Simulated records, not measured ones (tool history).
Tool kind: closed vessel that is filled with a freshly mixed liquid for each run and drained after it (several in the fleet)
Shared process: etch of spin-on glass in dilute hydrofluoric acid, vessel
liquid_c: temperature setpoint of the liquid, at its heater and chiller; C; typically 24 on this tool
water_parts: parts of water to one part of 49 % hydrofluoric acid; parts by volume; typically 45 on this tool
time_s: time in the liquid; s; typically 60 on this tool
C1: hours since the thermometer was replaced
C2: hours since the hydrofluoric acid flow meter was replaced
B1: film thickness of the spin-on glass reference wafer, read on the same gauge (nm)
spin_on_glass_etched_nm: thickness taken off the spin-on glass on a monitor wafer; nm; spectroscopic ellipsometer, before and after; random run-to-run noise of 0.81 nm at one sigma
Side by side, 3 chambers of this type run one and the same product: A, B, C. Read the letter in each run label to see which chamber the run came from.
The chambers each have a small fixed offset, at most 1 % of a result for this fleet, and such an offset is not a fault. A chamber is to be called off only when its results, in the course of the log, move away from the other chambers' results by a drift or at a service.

{"run": "1B", "hour": 12.6, "liquid_c": 24, "water_parts": 45, "time_s": 60, "C1": 496.1, "C2": 1537.8, "B1": 59.971, "spin_on_glass_etched_nm": 91.869}
{"run": "2C", "hour": 22.3, "liquid_c": 24, "water_parts": 45, "time_s": 60, "C1": 1692.5, "C2": 606.9, "B1": 59.984, "spin_on_glass_etched_nm": 92.803}
{"run": "3A", "hour": 28.7, "liquid_c": 24, "water_parts": 45, "time_s": 60, "C1": 465.3, "C2": 1029.6, "B1": 60.013, "spin_on_glass_etched_nm": 91.569}
{"run": "4B", "hour": 40.3, "liquid_c": 24, "water_parts": 45, "time_s": 60, "C1": 523.8, "C2": 1565.5, "B1": 60.029, "spin_on_glass_etched_nm": 92.127}
{"run": "5C", "hour": 52.2, "liquid_c": 24, "water_parts": 45, "time_s": 60, "C1": 1722.4, "C2": 636.8, "B1": 60.031, "spin_on_glass_etched_nm": 92.069}
{"run": "6A", "hour": 63.9, "liquid_c": 24, "water_parts": 60, "time_s": 60, "C1": 500.5, "C2": 1064.8, "B1": 60.043, "spin_on_glass_etched_nm": 66.831}
{"run": "7A", "hour": 72.2, "liquid_c": 24, "water_parts": 60, "time_s": 60, "C1": 508.8, "C2": 1073.1, "B1": 60.009, "spin_on_glass_etched_nm": 67.332}
{"hour": 82.0, "done": "chamber A: thermometer replaced"}
{"run": "8C", "hour": 84.2, "liquid_c": 24, "water_parts": 60, "time_s": 60, "C1": 1754.4, "C2": 668.8, "B1": 60.003, "spin_on_glass_etched_nm": 68.231}
{"run": "9B", "hour": 95.4, "liquid_c": 24, "water_parts": 45, "time_s": 60, "C1": 578.9, "C2": 1620.6, "B1": 60.029, "spin_on_glass_etched_nm": 92.471}
{"run": "10B", "hour": 101.9, "liquid_c": 24, "water_parts": 45, "time_s": 60, "C1": 585.4, "C2": 1627.1, "B1": 59.975, "spin_on_glass_etched_nm": 91.894}
{"run": "11A", "hour": 110.3, "liquid_c": 24, "water_parts": 45, "time_s": 60, "C1": 28.4, "C2": 1111.2, "B1": 60.004, "spin_on_glass_etched_nm": 92.634}
{"run": "12C", "hour": 117.5, "liquid_c": 24, "water_parts": 40, "time_s": 60, "C1": 1787.7, "C2": 702.1, "B1": 59.978, "spin_on_glass_etched_nm": 103.14}
{"run": "13C", "hour": 128.4, "liquid_c": 24, "water_parts": 40, "time_s": 60, "C1": 1798.6, "C2": 713, "B1": 59.99, "spin_on_glass_etched_nm": 105.1}
{"run": "14A", "hour": 137.0, "liquid_c": 24, "water_parts": 40, "time_s": 60, "C1": 55.1, "C2": 1137.9, "B1": 60.039, "spin_on_glass_etched_nm": 103.79}
{"run": "15B", "hour": 142.9, "liquid_c": 24, "water_parts": 45, "time_s": 60, "C1": 626.4, "C2": 1668.1, "B1": 60.012, "spin_on_glass_etched_nm": 92.092}
{"run": "16A", "hour": 150.8, "liquid_c": 24, "water_parts": 45, "time_s": 75, "C1": 68.9, "C2": 1151.7, "B1": 59.951, "spin_on_glass_etched_nm": 115.21}
{"run": "17C", "hour": 158.3, "liquid_c": 24, "water_parts": 45, "time_s": 75, "C1": 1828.5, "C2": 742.9, "B1": 60.007, "spin_on_glass_etched_nm": 117.38}
{"run": "18B", "hour": 169.0, "liquid_c": 24, "water_parts": 45, "time_s": 75, "C1": 652.5, "C2": 1694.2, "B1": 60.016, "spin_on_glass_etched_nm": 114.16}
{"run": "19A", "hour": 180.3, "liquid_c": 26, "water_parts": 45, "time_s": 60, "C1": 98.4, "C2": 1181.2, "B1": 59.972, "spin_on_glass_etched_nm": 100.33}
{"run": "20B", "hour": 188.3, "liquid_c": 26, "water_parts": 45, "time_s": 60, "C1": 671.8, "C2": 1713.5, "B1": 60.039, "spin_on_glass_etched_nm": 99.678}
{"hour": 197.5, "done": "chamber B: hydrofluoric acid flow meter replaced"}
{"run": "21C", "hour": 200.1, "liquid_c": 26, "water_parts": 45, "time_s": 60, "C1": 1870.3, "C2": 784.7, "B1": 59.988, "spin_on_glass_etched_nm": 103.51}
{"run": "22B", "hour": 207.0, "liquid_c": 24, "water_parts": 45, "time_s": 60, "C1": 690.5, "C2": 9.6, "B1": 59.988, "spin_on_glass_etched_nm": 91.474}
{"run": "23A", "hour": 214.0, "liquid_c": 24, "water_parts": 45, "time_s": 60, "C1": 132.1, "C2": 1214.9, "B1": 59.976, "spin_on_glass_etched_nm": 92.334}
{"run": "24C", "hour": 223.2, "liquid_c": 24, "water_parts": 45, "time_s": 60, "C1": 1893.4, "C2": 807.8, "B1": 60.007, "spin_on_glass_etched_nm": 96.09}
{"run": "25B", "hour": 234.4, "liquid_c": 24, "water_parts": 45, "time_s": 60, "C1": 717.9, "C2": 37, "B1": 59.995, "spin_on_glass_etched_nm": 91.235}
{"run": "26C", "hour": 245.0, "liquid_c": 26.5, "water_parts": 50, "time_s": 60, "C1": 1915.2, "C2": 829.6, "B1": 60.013, "spin_on_glass_etched_nm": 97.19}
{"run": "27A", "hour": 256.4, "liquid_c": 26.5, "water_parts": 50, "time_s": 60, "C1": 174.5, "C2": 1257.3, "B1": 59.999, "spin_on_glass_etched_nm": 91.087}
{"run": "28A", "hour": 266.3, "liquid_c": 26.5, "water_parts": 50, "time_s": 60, "C1": 184.4, "C2": 1267.2, "B1": 59.969, "spin_on_glass_etched_nm": 91.692}
{"run": "29B", "hour": 272.0, "liquid_c": 24, "water_parts": 45, "time_s": 60, "C1": 755.5, "C2": 74.6, "B1": 60.02, "spin_on_glass_etched_nm": 91.664}
{"run": "30C", "hour": 283.8, "liquid_c": 21, "water_parts": 45, "time_s": 40, "C1": 1954, "C2": 868.4, "B1": 60.009, "spin_on_glass_etched_nm": 58.092}
{"run": "31C", "hour": 290.6, "liquid_c": 21, "water_parts": 45, "time_s": 40, "C1": 1960.8, "C2": 875.2, "B1": 60.004, "spin_on_glass_etched_nm": 58.249}
{"run": "32B", "hour": 300.6, "liquid_c": 21, "water_parts": 45, "time_s": 40, "C1": 784.1, "C2": 103.2, "B1": 59.994, "spin_on_glass_etched_nm": 54.034}
{"hour": 306.0, "done": "chamber A: hydrofluoric acid flow meter replaced"}
{"run": "33A", "hour": 313.2, "liquid_c": 24, "water_parts": 45, "time_s": 60, "C1": 231.3, "C2": 7.2, "B1": 60.011, "spin_on_glass_etched_nm": 91.095}
{"run": "34A", "hour": 324.6, "liquid_c": 20, "water_parts": 45, "time_s": 75, "C1": 242.7, "C2": 18.6, "B1": 59.971, "spin_on_glass_etched_nm": 98.174}
{"run": "35B", "hour": 336.5, "liquid_c": 20, "water_parts": 45, "time_s": 75, "C1": 820, "C2": 139.1, "B1": 60.02, "spin_on_glass_etched_nm": 97.959}

Next, all 3 chambers run the settings below, one line each with question marks for the results. What does each chamber give?
{"run": "36A", "hour": 345.7, "liquid_c": 24, "water_parts": 45, "time_s": 60, "spin_on_glass_etched_nm": "?"}
{"run": "36B", "hour": 345.7, "liquid_c": 24, "water_parts": 45, "time_s": 60, "spin_on_glass_etched_nm": "?"}
{"run": "36C", "hour": 345.7, "liquid_c": 24, "water_parts": 45, "time_s": 60, "spin_on_glass_etched_nm": "?"}

run=36A spin_on_glass_etched_nm=90.784
run=36B spin_on_glass_etched_nm=91.011
run=36C spin_on_glass_etched_nm=101.14
